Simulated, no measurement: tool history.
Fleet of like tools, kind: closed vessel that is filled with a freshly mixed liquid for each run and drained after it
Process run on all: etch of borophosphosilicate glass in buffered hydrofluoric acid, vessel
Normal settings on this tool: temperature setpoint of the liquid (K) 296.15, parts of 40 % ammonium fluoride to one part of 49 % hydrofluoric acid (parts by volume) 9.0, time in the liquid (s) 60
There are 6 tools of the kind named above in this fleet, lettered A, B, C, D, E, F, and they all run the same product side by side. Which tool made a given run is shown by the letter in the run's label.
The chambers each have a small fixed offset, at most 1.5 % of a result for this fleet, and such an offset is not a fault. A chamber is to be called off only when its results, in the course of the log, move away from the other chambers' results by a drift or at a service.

run	hour	temperature setpoint of the liquid (K)	parts of 40 % ammonium fluoride to one part of 49 % hydrofluoric acid (parts by volume)	time in the liquid (s)	hours since the thermometer was replaced	hours since the hydrofluoric acid flow meter was replaced	read-back film thickness of the borophosphosilicate glass reference wafer, read on the same gauge (nm)	thickness taken off the borophosphosilicate glass on a monitor wafer (nm)
1F	6.4	296.15	9.0	60	87.7	368.0	59.991	84.159
2B	15.3	296.15	9.0	60	855.2	1696.0	60.002	83.137
# hour 19.4: chamber A: thermometer replaced
3A	23.1	296.15	9.0	60	3.8	197.6	60.031	86.502
4E	31.0	296.15	9.0	60	705.9	1594.3	60.001	83.762
5C	37.2	296.15	9.0	60	893.0	548.2	59.984	84.666
6D	44.2	296.15	9.0	60	421.3	319.7	60.035	84.032
7B	52.3	296.15	9.0	60	892.2	1733.0	60.022	83.713
8C	58.3	297.65	9.0	90	914.1	569.3	59.989	134.880
9F	66.7	297.65	9.0	90	148.0	428.3	59.996	134.350
10E	72.7	297.65	9.0	90	747.6	1636.0	59.985	138.810
11A	77.0	297.65	9.0	90	57.7	251.5	59.990	137.970
12D	83.0	297.65	9.0	90	460.1	358.5	60.010	137.260
13F	88.8	297.65	9.0	90	170.1	450.4	59.995	136.670
14D	95.9	296.15	9.0	60	473.0	371.4	60.005	85.268
15C	100.6	296.15	9.0	60	956.4	611.6	59.988	83.136
16E	109.3	296.15	9.0	60	784.2	1672.6	60.029	84.080
17A	118.0	296.15	9.0	60	98.7	292.5	60.016	85.220
18B	125.0	296.15	9.0	60	964.9	1805.7	60.034	84.133
19B	131.2	296.15	9.0	60	971.1	1811.9	59.998	83.164
20F	138.0	296.15	9.0	60	219.3	499.6	60.018	84.330
21D	146.6	296.15	6.5	60	523.7	422.1	59.988	118.370
22E	153.9	296.15	6.5	60	828.8	1717.2	59.993	116.880
23A	162.3	296.15	6.5	60	143.0	336.8	60.031	120.350
24C	169.6	296.15	6.5	60	1025.4	680.6	60.017	116.780
25B	178.3	296.15	6.5	60	1018.2	1859.0	59.979	116.890
26E	183.4	296.15	6.5	60	858.3	1746.7	59.993	118.030
27F	191.6	296.15	9.0	60	272.9	553.2	60.000	88.858
28A	198.4	296.15	9.0	60	179.1	372.9	60.003	85.218
29C	205.4	296.15	7.0	60	1061.2	716.4	60.015	110.370
30D	211.1	296.15	7.0	60	588.2	486.6	59.986	112.140
31C	219.6	296.15	7.0	60	1075.4	730.6	60.030	110.090
32F	223.6	296.15	7.0	60	304.9	585.2	60.030	115.860
33D	229.4	296.15	7.0	60	606.5	504.9	59.995	111.260
34E	234.8	296.15	7.0	60	909.7	1798.1	60.005	109.630
35A	239.5	296.15	7.5	60	220.2	414.0	60.002	104.650
36B	245.5	296.15	7.5	60	1085.4	1926.2	59.994	101.170
37C	252.2	296.15	7.5	60	1108.0	763.2	60.000	99.828
38B	257.5	296.15	7.5	60	1097.4	1938.2	60.012	100.680
39D	265.8	296.15	7.5	60	642.9	541.3	60.019	104.130
40E	269.8	296.15	7.5	60	944.7	1833.1	60.016	100.730
# hour 274.7: chamber A: hydrofluoric acid flow meter replaced
41F	276.4	291.15	9.0	60	357.7	638.0	60.000	69.467
42A	280.4	291.15	9.0	60	261.1	5.7	59.992	65.013
43B	286.9	291.15	9.0	60	1126.8	1967.6	60.006	62.740

Does one chamber stand apart from the rest, does the shared gauge drift, or is all well apart from small per-chamber offsets? Give the chamber and the most likely cause, where there is one.

Chamber F drifts away from the others.
Likeliest cause: hydrofluoric acid flow above the setpoint (%) = 9.72.
Not necessarily distinguishable in this log from: liquid hotter than its thermometer reads (K).

Below are 4 candidate recipes for chamber F's next run, each the usual settings with a change, their results shown as question marks. Which of them brings F's results back in line with what the other chambers give on the usual settings?
To be in line, a result may differ from the other chambers' mean on the usual settings by at most: thickness taken off the borophosphosilicate glass on a monitor wafer (nm) 2.500
44F-1	293.3	296.15	9.5	55				?
44F-2	293.3	296.15	9.0	70				?
44F-3	293.3	296.15	9.0	55				?
44F-4	293.3	296.15	9.0	65				?

The mean the other chambers reach with the usual settings: thickness taken off the borophosphosilicate glass on a monitor wafer (nm) 84.062
run	thickness taken off the borophosphosilicate glass on a monitor wafer (nm)
44F-1	79.300
44F-2	107.090
44F-3	84.142
44F-4	99.441
It is 44F-3 that realigns the chamber with its peers.
